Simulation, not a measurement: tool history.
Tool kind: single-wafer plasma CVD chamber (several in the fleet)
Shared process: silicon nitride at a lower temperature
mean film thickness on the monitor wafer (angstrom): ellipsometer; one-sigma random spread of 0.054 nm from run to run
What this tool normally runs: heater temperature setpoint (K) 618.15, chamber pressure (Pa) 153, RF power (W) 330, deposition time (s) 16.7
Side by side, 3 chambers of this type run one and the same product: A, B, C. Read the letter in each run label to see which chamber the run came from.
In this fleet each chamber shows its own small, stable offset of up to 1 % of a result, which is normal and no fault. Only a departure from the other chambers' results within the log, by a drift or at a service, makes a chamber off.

run	hour	heater temperature setpoint (K)	chamber pressure (Pa)	RF power (W)	deposition time (s)	hours since the last thermocouple change	hours since the last RF generator calibration	hours since the last manometer calibration	read-back reference wafer on the same gauge, thickness_nm	mean film thickness on the monitor wafer (angstrom)
1B	6.2	618.15	153	330	16.7	930.2	708.7	404	20.603	191.01
2C	12.9	618.15	153	330	16.7	499	409.7	569.2	20.603	191.97
3A	19.7	618.15	153	330	16.7	1100.9	1487.4	130.3	20.597	192.32
4B	24.6	618.15	153	330	16.7	948.6	727.1	422.4	20.614	191.21
5A	30.1	618.15	153	330	16.7	1111.3	1497.8	140.7	20.601	192.88
6C	39.1	618.15	153	330	16.7	525.2	435.9	595.4	20.602	191.63
7C	45.5	618.15	153	330	16.7	531.6	442.3	601.8	20.608	192.47
8B	52.2	618.15	153	330	16.7	976.2	754.7	450	20.606	191.05
9A	57.7	618.15	153	330	16.7	1138.9	1525.4	168.3	20.6	192.68
10C	62.5	618.15	153	330	16.7	548.6	459.3	618.8	20.604	191.75
11B	67.2	618.15	153	330	16.7	991.2	769.7	465	20.581	190.65
12A	74.2	618.15	153	330	16.7	1155.4	1541.9	184.8	20.595	191.82
13A	82.9	618.15	153	330	16.7	1164.1	1550.6	193.5	20.603	191.87
14B	86.9	618.15	153	330	16.7	1010.9	789.4	484.7	20.599	190.28
15C	92.6	618.15	153	330	16.7	578.7	489.4	648.9	20.591	191.47
16B	101.5	618.15	153	330	16.7	1025.5	804	499.3	20.605	190.1
17A	105.6	618.15	153	330	16.7	1186.8	1573.3	216.2	20.607	191.69
18C	109.7	618.15	153	330	16.7	595.8	506.5	666	20.596	190.95
19C	116.2	618.15	153	330	16.7	602.3	513	672.5	20.6	192.17
20B	123.7	618.15	153	330	16.7	1047.7	826.2	521.5	20.589	190.12
21A	132.5	618.15	153	330	16.7	1213.7	1600.2	243.1	20.608	191.54
22A	137.3	618.15	153	330	16.7	1218.5	1605	247.9	20.606	192.01
23C	141.9	618.15	153	330	16.7	628	538.7	698.2	20.602	191.41
24B	150	618.15	153	330	16.7	1074	852.5	547.8	20.595	190.61
25A	157.7	618.15	179	330	16.7	1238.9	1625.4	268.3	20.597	199.8
26B	164.4	618.15	179	330	16.7	1088.4	866.9	562.2	20.605	199.68
27C	173.7	618.15	179	330	16.7	659.8	570.5	730	20.599	200.48
28C	179.6	618.15	153	330	16.7	665.7	576.4	735.9	20.609	191.44
29A	188.8	618.15	153	330	16.7	1270	1656.5	299.4	20.608	192.2
30B	195.7	618.15	153	330	16.7	1119.7	898.2	593.5	20.586	189.89
31A	204.3	618.15	153	330	16.7	1285.5	1672	314.9	20.597	191.86
32B	212.6	618.15	153	330	16.7	1136.6	915.1	610.4	20.597	190.04
33C	221.5	618.15	153	330	16.7	707.6	618.3	777.8	20.599	191.71
34B	229.6	618.15	153	350	16.7	1153.6	932.1	627.4	20.596	197.85
35C	236.5	618.15	153	350	16.7	722.6	633.3	792.8	20.597	199.21
36A	243.1	618.15	153	350	16.7	1324.3	1710.8	353.7	20.592	199.27
37A	249.3	618.15	176	330	15.3	1330.5	1717	359.9	20.62	182.65
38B	254.8	618.15	176	330	15.3	1178.8	957.3	652.6	20.593	181.86
39C	262	618.15	176	330	15.3	748.1	658.8	818.3	20.588	183.25
40A	268	618.15	153	330	16.7	1349.2	1735.7	378.6	20.603	191.21
41B	276.3	618.15	153	330	16.7	1200.3	978.8	674.1	20.594	191.72
42C	285.5	618.15	153	330	16.7	771.6	682.3	841.8	20.601	191.94
43B	290.5	618.15	153	330	16.7	1214.5	993	688.3	20.583	190.91

The same settings go to every chamber for the next run, one line per chamber below. Forecast the results for each:
44A	297.2	618.15	153	330	16.7					?
44B	297.2	618.15	153	330	16.7					?
44C	297.2	618.15	153	330	16.7					?

run	mean film thickness on the monitor wafer (angstrom)
44A	193.26
44B	190.93
44C	191.33
